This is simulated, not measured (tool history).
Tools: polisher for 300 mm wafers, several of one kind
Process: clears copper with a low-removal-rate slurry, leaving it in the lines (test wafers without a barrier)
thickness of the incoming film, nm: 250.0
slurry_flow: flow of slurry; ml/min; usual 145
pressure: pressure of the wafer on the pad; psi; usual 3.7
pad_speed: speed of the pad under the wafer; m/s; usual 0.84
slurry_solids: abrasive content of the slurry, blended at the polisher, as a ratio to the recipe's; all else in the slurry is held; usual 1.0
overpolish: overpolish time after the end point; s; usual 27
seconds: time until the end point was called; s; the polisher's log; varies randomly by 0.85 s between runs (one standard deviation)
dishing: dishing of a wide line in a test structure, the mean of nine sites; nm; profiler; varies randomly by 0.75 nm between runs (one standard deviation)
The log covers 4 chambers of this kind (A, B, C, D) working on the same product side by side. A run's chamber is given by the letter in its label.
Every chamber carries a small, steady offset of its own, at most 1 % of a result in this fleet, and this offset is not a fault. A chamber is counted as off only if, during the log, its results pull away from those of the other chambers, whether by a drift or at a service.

run   hour  slurry_flow  pressure  pad_speed  slurry_solids  overpolish  wafers polished on this pad  hours since the slurry nozzle was cleaned  hours since the head pressure was calibrated  hours since the slurry blender was calibrated  seconds  dishing
 1B    8.7          145       3.7       0.84            1.0          27                         1159                                      118.8                                          70.6                                          213.4   77.932   38.510
 2C   17.0          145       3.7       0.84            1.0          27                         1315                                      244.7                                         208.8                                           38.5   78.789   39.225
      21.8  -- chamber B: slurry blender recalibrated
      24.3  -- chamber A: slurry nozzle cleaned
 3A   24.3          145       3.7       0.84            1.0          27                          948                                        0.1                                         143.0                                           60.6   78.425   38.382
 4D   30.4          145       3.7       0.84            1.0          27                          307                                      119.0                                          62.8                                          138.2   78.092   39.920
 5D   39.9          145       3.7       0.84            1.0          27                          359                                      128.5                                          72.3                                          147.7   77.910   38.106
 6B   45.1          145       3.7       1.12            1.0          38                         1357                                      155.2                                         107.0                                           23.3   59.249   48.497
      51.1  -- chamber A: worn pad replaced by a new one
 7A   51.1          145       3.7       1.12            1.0          38                            0                                       26.9                                         169.8                                           87.4   57.894   47.781
 8C   58.1          145       3.7       1.12            1.0          38                         1539                                      285.8                                         249.9                                           79.6   59.304   47.671
      60.4  -- chamber B: worn pad replaced by a new one
 9D   65.4          145       3.7       1.12            1.0          38                          498                                      154.0                                          97.8                                          173.2   57.547   48.202
10B   75.3          145       3.7       0.84            1.0          27                           81                                      185.4                                         137.2                                           53.5   79.145   37.990
      76.1  -- chamber B: slurry nozzle cleaned
11A   81.5          145       3.7       0.84            1.0          27                          165                                       57.3                                         200.2                                          117.8   76.318   38.171
      82.1  -- chamber C: worn pad replaced by a new one
12C   86.3          145       3.7       0.84            1.0          27                           23                                      314.0                                         278.1                                          107.8   79.733   37.584
13B   97.1          145       2.5       0.84            1.0          27                          200                                       21.1                                         159.0                                           75.3  116.310   30.319
      97.6  -- chamber D: slurry blender recalibrated
14C  103.2          145       2.5       0.84            1.0          27                          115                                      330.9                                         295.0                                          124.7  124.520   29.160
15A  113.6          145       2.5       0.84            1.0          27                          340                                       89.4                                         232.3                                          149.9  114.370   30.917
16D  123.1          145       2.5       0.84            1.0          27                          813                                      211.7                                         155.5                                           25.5  116.480   29.330
17C  129.0          145       3.7       0.84            1.0          27                          255                                      356.7                                         320.8                                          150.5   83.630   37.291
18D  139.6          145       3.7       0.84            1.0          27                          902                                      228.2                                         172.0                                           42.0   79.748   38.303
19A  147.1          145       3.7       0.84            1.0          27                          523                                      122.9                                         265.8                                          183.4   77.798   38.323
20B  157.8          145       3.7       0.84            1.0          27                          531                                       81.8                                         219.7                                          136.0   78.194   38.410
21A  168.2          145       3.7       0.84            1.0          27                          638                                      144.0                                         286.9                                          204.5   77.080   38.051
22B  175.5          170       3.7       0.84            0.9          27                          627                                       99.5                                         237.4                                          153.7   77.704   39.619
     179.4  -- chamber A: head pressure recalibrated
23D  184.2          170       3.7       0.84            0.9          27                         1145                                      272.8                                         216.6                                           86.6   76.221   37.111
24C  189.2          170       3.7       0.84            0.9          27                          583                                      416.9                                         381.0                                          210.7   87.548   35.861
     193.5  -- chamber A: slurry blender recalibrated
25A  199.8          170       3.7       0.84            0.9          27                          810                                      175.6                                          20.5                                            6.4   78.073   37.865
     200.9  -- chamber C: slurry nozzle cleaned
26C  209.8          145       3.7       0.84            1.0          17                          696                                        8.9                                         401.6                                          231.3   87.793   27.170

Which is it: a chamber that has drifted or been left off by a service, a gauge drift common to all chambers, or only each chamber's usual small offset? If a chamber is off, name it and its likeliest cause.

Little by little, chamber C moves away from the other chambers.
Most likely cause: head's pressure below its setpoint, % = 12.

Which of the 4 candidates below, each the usual settings with something changed and its results left as question marks, puts chamber C back in line with what the other chambers give on the usual settings?
Maximum distance from the other chambers' mean on the usual settings for a result to count as in line: seconds 3.000 s; dishing 2.600 nm
27C-1  217.8          145       3.6       0.82            1.0          27                                                                                                                                                                             ?        ?
27C-2  217.8          145       3.9       0.90            1.0          27                                                                                                                                                                             ?        ?
27C-3  217.8          145       3.8       0.86            1.0          27                                                                                                                                                                             ?        ?
27C-4  217.8          145       3.5       0.78            1.0          27                                                                                                                                                                             ?        ?

The other chambers' mean on the usual settings: seconds 78.178 s; dishing 38.325 nm
  run  seconds  dishing
27C-1   93.616   35.101
27C-2   78.584   38.569
27C-3   84.464   37.162
27C-4  101.320   33.539
With 27C-2, the chamber falls back in line with the rest.

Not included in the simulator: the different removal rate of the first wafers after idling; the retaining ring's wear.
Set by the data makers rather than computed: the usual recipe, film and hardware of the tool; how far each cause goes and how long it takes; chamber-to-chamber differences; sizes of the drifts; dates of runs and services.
